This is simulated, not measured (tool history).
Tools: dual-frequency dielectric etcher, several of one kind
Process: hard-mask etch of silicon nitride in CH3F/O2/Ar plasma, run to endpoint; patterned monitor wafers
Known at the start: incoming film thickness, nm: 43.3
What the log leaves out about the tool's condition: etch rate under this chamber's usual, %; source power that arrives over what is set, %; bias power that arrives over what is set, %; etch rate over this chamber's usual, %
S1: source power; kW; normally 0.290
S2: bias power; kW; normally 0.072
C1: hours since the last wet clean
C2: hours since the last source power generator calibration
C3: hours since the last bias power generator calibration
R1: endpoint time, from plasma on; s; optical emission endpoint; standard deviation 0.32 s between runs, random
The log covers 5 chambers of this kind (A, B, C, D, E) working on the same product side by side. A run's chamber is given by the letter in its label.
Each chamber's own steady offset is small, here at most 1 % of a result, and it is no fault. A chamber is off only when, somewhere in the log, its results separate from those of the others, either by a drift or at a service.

run,day,S1,S2,C1,C2,C3,R1
1C,0.512,0.290,0.072,153.3,3635.9,375.0,70.427
2D,1.146,0.290,0.072,219.9,2614.3,2186.3,70.368
3B,1.512,0.290,0.072,426.6,2403.3,1725.8,71.563
4A,2.071,0.290,0.072,194.0,525.5,3688.6,70.707
5E,2.683,0.290,0.072,260.3,1146.5,1941.0,70.650
6C,3.212,0.290,0.072,218.1,3700.7,439.8,70.868
7E,3.562,0.290,0.072,281.4,1167.6,1962.1,70.686
8A,4.117,0.330,0.083,243.1,574.6,3737.7,64.487
9D,4.683,0.330,0.083,304.8,2699.2,2271.2,63.429
10B,5.192,0.330,0.083,514.9,2491.6,1814.1,64.061
11D,5.575,0.330,0.083,326.2,2720.6,2292.6,63.482
12E,5.925,0.330,0.083,338.1,1224.3,2018.8,63.836
# day 6.375: chamber B: wet clean of the chamber
13B,6.375,0.290,0.072,0.0,2520.0,1842.5,70.907
14C,6.996,0.320,0.078,308.9,3791.5,530.6,66.746
15A,7.292,0.320,0.078,319.3,650.8,3813.9,66.067
16D,7.942,0.320,0.078,383.0,2777.4,2349.4,65.001
17E,8.229,0.320,0.078,393.4,1279.6,2074.1,66.061
18B,8.654,0.320,0.078,54.7,2574.7,1897.2,66.457
19A,9.108,0.290,0.072,362.9,694.4,3857.5,70.591
20C,9.592,0.290,0.072,371.2,3853.8,592.9,70.574
21E,10.158,0.290,0.072,439.7,1325.9,2120.4,70.328
22C,10.800,0.290,0.072,400.2,3882.8,621.9,70.360
23D,11.188,0.290,0.072,460.9,2855.3,2427.3,68.831
24A,11.512,0.290,0.072,420.6,752.1,3915.2,70.660
25B,12.058,0.290,0.072,136.4,2656.4,1978.9,71.197
# day 12.388: chamber E: wet clean of the chamber
26A,12.708,0.290,0.072,449.3,780.8,3943.9,71.156
27E,13.050,0.290,0.072,15.9,1395.3,2189.8,70.313
28B,13.558,0.290,0.072,172.4,2692.4,2014.9,71.603
29D,14.021,0.320,0.080,528.9,2923.3,2495.3,63.194
30C,14.558,0.320,0.080,490.4,3973.0,712.1,65.883
31A,15.083,0.320,0.080,506.3,837.8,4000.9,65.515
32D,15.404,0.320,0.080,562.1,2956.5,2528.5,63.251

Next, all 5 chambers run the settings below, one line each with question marks for the results. What does each chamber give?
33A,15.871,0.290,0.072,,,,?
33B,15.871,0.290,0.072,,,,?
33C,15.871,0.290,0.072,,,,?
33D,15.871,0.290,0.072,,,,?
33E,15.871,0.290,0.072,,,,?

run,R1
33A,70.683
33B,71.274
33C,70.374
33D,67.796
33E,70.612
